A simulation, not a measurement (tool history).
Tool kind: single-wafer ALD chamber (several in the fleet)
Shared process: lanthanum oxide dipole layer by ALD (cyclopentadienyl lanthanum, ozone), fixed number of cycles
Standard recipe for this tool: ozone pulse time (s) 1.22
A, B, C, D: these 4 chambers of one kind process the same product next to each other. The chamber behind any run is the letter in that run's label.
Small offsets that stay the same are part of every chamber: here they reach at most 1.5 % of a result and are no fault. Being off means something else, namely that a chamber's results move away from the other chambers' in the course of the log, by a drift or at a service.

run	day	ozone pulse time (s)	read-back reference wafer on the same gauge, thickness_nm	mean film thickness on the monitor wafer (Å)
1C	0.171	1.22	0.60488	5.2499
2D	0.454	1.22	0.60405	5.3503
3A	0.742	1.22	0.60483	5.1971
4B	1.029	1.22	0.60338	5.2392
5B	1.171	1.22	0.60477	5.2237
6A	1.325	1.22	0.604	5.2362
7D	1.471	1.22	0.60361	5.3129
8C	1.625	1.22	0.60412	5.2761
9B	1.862	1.22	0.60355	5.2819
10C	2.175	1.22	0.60407	5.2787
11D	2.433	1.22	0.60476	5.32
12A	2.675	1.22	0.60479	5.2109
13B	2.908	1.22	0.60364	5.1813
14A	3.083	1.22	0.60403	5.2468
15D	3.292	1.22	0.60409	5.3024
16C	3.6	1.22	0.60374	5.2087
17B	3.821	1.22	0.60375	5.199
18C	3.992	1.22	0.60425	5.2466
19D	4.204	1.07	0.60327	5.1314
20A	4.383	1.07	0.60352	5.008
21D	4.654	1.07	0.60414	5.1318
22A	4.933	1.07	0.60466	5.0702
23B	5.104	1.22	0.60285	5.2078
24C	5.367	1.22	0.60373	5.1974
25D	5.617	1.22	0.60398	5.3211
26C	5.846	1.22	0.60395	5.1247
27B	6.1	1.22	0.60442	5.278
28A	6.317	1.22	0.60484	5.2267
29A	6.612	1.22	0.60407	5.2573
30C	6.842	1.63	0.60412	5.4593
31B	7.158	1.63	0.60386	5.5574
32D	7.446	1.63	0.60404	5.5537
33D	7.625	1.63	0.60389	5.5924
34C	7.788	1.22	0.60432	5.0583
35B	8.067	1.4	0.60385	5.3901
36A	8.362	1.4	0.60464	5.3626

Next, all 4 chambers run the settings below, one line each with question marks for the results. What does each chamber give?
37A	8.592	1.22		?
37B	8.592	1.22		?
37C	8.592	1.22		?
37D	8.592	1.22		?

run	mean film thickness on the monitor wafer (Å)
37A	5.2382
37B	5.2509
37C	4.972
37D	5.326

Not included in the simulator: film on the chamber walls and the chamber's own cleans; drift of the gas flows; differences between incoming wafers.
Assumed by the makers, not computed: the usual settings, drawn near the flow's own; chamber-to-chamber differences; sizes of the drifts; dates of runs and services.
